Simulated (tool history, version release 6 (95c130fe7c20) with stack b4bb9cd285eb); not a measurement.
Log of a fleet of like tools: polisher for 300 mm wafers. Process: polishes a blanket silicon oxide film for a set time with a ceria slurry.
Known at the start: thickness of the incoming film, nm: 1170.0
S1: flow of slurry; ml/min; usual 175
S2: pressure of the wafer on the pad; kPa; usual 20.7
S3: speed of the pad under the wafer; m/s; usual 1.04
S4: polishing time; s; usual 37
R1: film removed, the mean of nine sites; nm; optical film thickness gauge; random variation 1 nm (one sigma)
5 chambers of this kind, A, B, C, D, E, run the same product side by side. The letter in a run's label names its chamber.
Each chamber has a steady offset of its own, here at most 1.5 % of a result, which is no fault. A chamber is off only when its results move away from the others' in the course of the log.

{"run": "1D", "day": 0.45, "S1": 175, "S2": 20.7, "S3": 1.04, "S4": 37, "R1": 172.17}
{"day": 0.688, "done": "chamber B: worn pad replaced by a new one"}
{"run": "2C", "day": 0.929, "S1": 175, "S2": 20.7, "S3": 1.04, "S4": 37, "R1": 172.94}
{"day": 1.3, "done": "chamber D: worn pad replaced by a new one"}
{"run": "3E", "day": 1.421, "S1": 175, "S2": 20.7, "S3": 1.04, "S4": 37, "R1": 170.44}
{"day": 1.654, "done": "chamber A: worn pad replaced by a new one"}
{"day": 1.95, "done": "chamber E: worn pad replaced by a new one"}
{"run": "4A", "day": 1.962, "S1": 175, "S2": 20.7, "S3": 1.04, "S4": 37, "R1": 172.84}
{"run": "5B", "day": 2.579, "S1": 175, "S2": 20.7, "S3": 1.04, "S4": 37, "R1": 169.12}
{"run": "6E", "day": 2.867, "S1": 175, "S2": 20.7, "S3": 1.04, "S4": 37, "R1": 170.56}
{"day": 3.05, "done": "chamber C: worn pad replaced by a new one"}
{"run": "7B", "day": 3.225, "S1": 175, "S2": 20.7, "S3": 1.04, "S4": 37, "R1": 170.51}
{"day": 3.375, "done": "chamber A: slurry nozzle cleaned"}
{"run": "8D", "day": 3.583, "S1": 175, "S2": 20.7, "S3": 1.04, "S4": 37, "R1": 170.1}
{"run": "9C", "day": 4.1, "S1": 175, "S2": 20.7, "S3": 1.04, "S4": 37, "R1": 171.12}
{"day": 4.167, "done": "chamber D: worn pad replaced by a new one"}
{"day": 4.479, "done": "chamber B: worn pad replaced by a new one"}
{"run": "10A", "day": 4.671, "S1": 175, "S2": 20.7, "S3": 1.04, "S4": 37, "R1": 171.69}
{"day": 4.771, "done": "chamber A: worn pad replaced by a new one"}
{"run": "11C", "day": 5.117, "S1": 175, "S2": 20.7, "S3": 1.04, "S4": 37, "R1": 171.87}
{"day": 5.583, "done": "chamber E: worn pad replaced by a new one"}
{"run": "12A", "day": 5.667, "S1": 220, "S2": 23.4, "S3": 1.04, "S4": 37, "R1": 203.2}
{"run": "13E", "day": 6.0, "S1": 220, "S2": 23.4, "S3": 1.04, "S4": 37, "R1": 198.99}
{"run": "14D", "day": 6.392, "S1": 220, "S2": 23.4, "S3": 1.04, "S4": 37, "R1": 199.81}
{"run": "15B", "day": 6.796, "S1": 220, "S2": 23.4, "S3": 1.04, "S4": 37, "R1": 199.88}
{"day": 7.046, "done": "chamber D: worn pad replaced by a new one"}
{"run": "16E", "day": 7.138, "S1": 220, "S2": 23.4, "S3": 1.04, "S4": 37, "R1": 198.34}
{"day": 7.442, "done": "chamber C: worn pad replaced by a new one"}
{"day": 7.65, "done": "chamber A: worn pad replaced by a new one"}
{"run": "17A", "day": 7.729, "S1": 175, "S2": 20.7, "S3": 1.04, "S4": 37, "R1": 172.21}
{"run": "18C", "day": 8.283, "S1": 175, "S2": 20.7, "S3": 1.04, "S4": 37, "R1": 170.42}
{"day": 8.462, "done": "chamber B: worn pad replaced by a new one"}
{"run": "19B", "day": 8.692, "S1": 175, "S2": 20.7, "S3": 1.04, "S4": 37, "R1": 170.14}
{"day": 8.712, "done": "chamber E: head pressure recalibrated"}
{"day": 8.742, "done": "chamber D: head pressure recalibrated"}
{"run": "20D", "day": 9.208, "S1": 175, "S2": 20.7, "S3": 1.04, "S4": 37, "R1": 171.57}
{"day": 9.45, "done": "chamber E: worn pad replaced by a new one"}
{"run": "21E", "day": 9.475, "S1": 150, "S2": 20.7, "S3": 0.9, "S4": 37, "R1": 135}
{"run": "22C", "day": 9.742, "S1": 150, "S2": 20.7, "S3": 0.9, "S4": 37, "R1": 143.16}
{"run": "23D", "day": 10.096, "S1": 150, "S2": 20.7, "S3": 0.9, "S4": 37, "R1": 142.77}
{"day": 10.117, "done": "chamber D: worn pad replaced by a new one"}
{"run": "24B", "day": 10.367, "S1": 150, "S2": 20.7, "S3": 0.9, "S4": 37, "R1": 145.26}
{"day": 10.462, "done": "chamber C: head pressure recalibrated"}
{"run": "25A", "day": 10.954, "S1": 150, "S2": 20.7, "S3": 0.9, "S4": 37, "R1": 146.53}
{"run": "26D", "day": 11.333, "S1": 175, "S2": 20.7, "S3": 1.04, "S4": 37, "R1": 170.3}
{"day": 11.379, "done": "chamber A: worn pad replaced by a new one"}
{"day": 11.425, "done": "chamber C: slurry nozzle cleaned"}
{"day": 11.596, "done": "chamber C: worn pad replaced by a new one"}
{"day": 11.879, "done": "chamber B: worn pad replaced by a new one"}
{"run": "27A", "day": 11.896, "S1": 175, "S2": 20.7, "S3": 1.04, "S4": 37, "R1": 173.85}
{"run": "28E", "day": 12.462, "S1": 175, "S2": 20.7, "S3": 1.04, "S4": 37, "R1": 158.82}
{"run": "29B", "day": 12.804, "S1": 175, "S2": 20.7, "S3": 1.04, "S4": 37, "R1": 170.63}
{"day": 12.912, "done": "chamber E: worn pad replaced by a new one"}
{"run": "30C", "day": 13.112, "S1": 175, "S2": 20.7, "S3": 1.04, "S4": 37, "R1": 173.02}
{"day": 13.35, "done": "chamber D: worn pad replaced by a new one"}
{"run": "31A", "day": 13.679, "S1": 175, "S2": 20.7, "S3": 1.04, "S4": 37, "R1": 172.52}
{"run": "32E", "day": 14.229, "S1": 175, "S2": 20.7, "S3": 1.04, "S4": 37, "R1": 161.86}
{"run": "33B", "day": 14.817, "S1": 175, "S2": 20.7, "S3": 1.04, "S4": 37, "R1": 172.31}
{"day": 14.858, "done": "chamber D: slurry nozzle cleaned"}
{"run": "34C", "day": 15.125, "S1": 175, "S2": 20.7, "S3": 1.04, "S4": 27, "R1": 125.38}
{"run": "35D", "day": 15.692, "S1": 175, "S2": 20.7, "S3": 1.04, "S4": 27, "R1": 125.18}
{"run": "36E", "day": 16.275, "S1": 175, "S2": 20.7, "S3": 1.04, "S4": 27, "R1": 116.63}

Is one chamber off against the others, does the gauge drift, or is nothing wrong? If a chamber is off, say which, and what the likeliest cause is.

A service left chamber E off against the others.
Cause: head's pressure below its setpoint, % = 5.72.

Here are 4 candidates for chamber E's next run, each the usual settings with a change, their results left as question marks. Which one brings its results back in line with what the others give on the usual settings?
In line means no further than this from the other chambers' mean on the usual settings: R1 3.7 nm
{"run": "37E-1", "day": 16.717, "S1": 175, "S2": 21.4, "S3": 1.08, "S4": 37, "R1": "?"}
{"run": "37E-2", "day": 16.717, "S1": 175, "S2": 20.7, "S3": 1.18, "S4": 37, "R1": "?"}
{"run": "37E-3", "day": 16.717, "S1": 175, "S2": 20.7, "S3": 1, "S4": 36, "R1": "?"}
{"run": "37E-4", "day": 16.717, "S1": 175, "S2": 20, "S3": 1, "S4": 35, "R1": "?"}

The other chambers' mean on the usual settings: R1 171.5 nm
run=37E-1 R1=171.49
run=37E-2 R1=181.49
run=37E-3 R1=149.53
run=37E-4 R1=140.6
37E-1 brings the chamber back in line.
